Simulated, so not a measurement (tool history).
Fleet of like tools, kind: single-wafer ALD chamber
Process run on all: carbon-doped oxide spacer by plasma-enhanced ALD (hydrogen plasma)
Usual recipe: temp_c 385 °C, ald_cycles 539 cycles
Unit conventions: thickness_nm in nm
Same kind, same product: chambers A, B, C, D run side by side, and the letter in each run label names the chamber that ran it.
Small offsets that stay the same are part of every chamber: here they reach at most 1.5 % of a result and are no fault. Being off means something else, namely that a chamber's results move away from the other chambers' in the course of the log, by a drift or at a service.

run	day	temp_c	ald_cycles	hours since the last thermocouple change	read-back reference wafer on the same gauge, thickness_nm	thickness_nm
1B	0.4	385	539	1012.5	32.311	26.978
2C	0.762	385	539	107.8	32.311	26.89
3D	1.225	385	539	514.4	32.317	27.214
4A	1.658	385	539	2009.6	32.326	26.636
5D	1.904	385	539	530.7	32.347	27.207
6C	2.212	385	622	142.6	32.336	31.085
7B	2.517	385	622	1063.3	32.343	31.151
# day 2.812: chamber B: thermocouple changed; heater temperature recalibrated
8A	2.938	385	622	2040.3	32.348	30.737
9D	3.308	385	622	564.4	32.354	31.375
10A	3.608	385	539	2056.4	32.365	26.716
11C	3.85	385	539	181.9	32.357	26.867
12B	4.108	385	539	31.1	32.368	26.972
13D	4.562	385	539	594.5	32.36	27.235
14A	4.9	385	539	2087.4	32.374	26.69
15C	5.138	385	539	212.8	32.376	26.924
16B	5.404	385	539	62.2	32.388	27.03
17C	5.738	385	539	227.2	32.392	26.918
18D	6	385	539	629	32.396	27.296
19B	6.392	385	539	85.9	32.403	27.005
20A	6.671	379	621	2129.9	32.41	30.827
21C	7.092	379	621	259.7	32.424	31.081
22B	7.4	379	621	110.1	32.415	31.104
23A	7.8	379	621	2157	32.419	30.826
# day 7.917: chamber A: thermocouple changed; heater temperature recalibrated
24D	8.179	385	539	681.3	32.435	27.276
25A	8.604	385	539	16.5	32.449	26.693
26D	8.946	385	539	699.7	32.441	27.36
27B	9.388	385	539	157.8	32.446	27.088
28C	9.596	378	615	319.8	32.471	30.792

Next, all 4 chambers run the settings below, one line each with question marks for the results. What does each chamber give?
29A	9.925	375	539			?
29B	9.925	375	539			?
29C	9.925	375	539			?
29D	9.925	375	539			?

run	thickness_nm
29A	26.76
29B	27.116
29C	26.992
29D	27.328
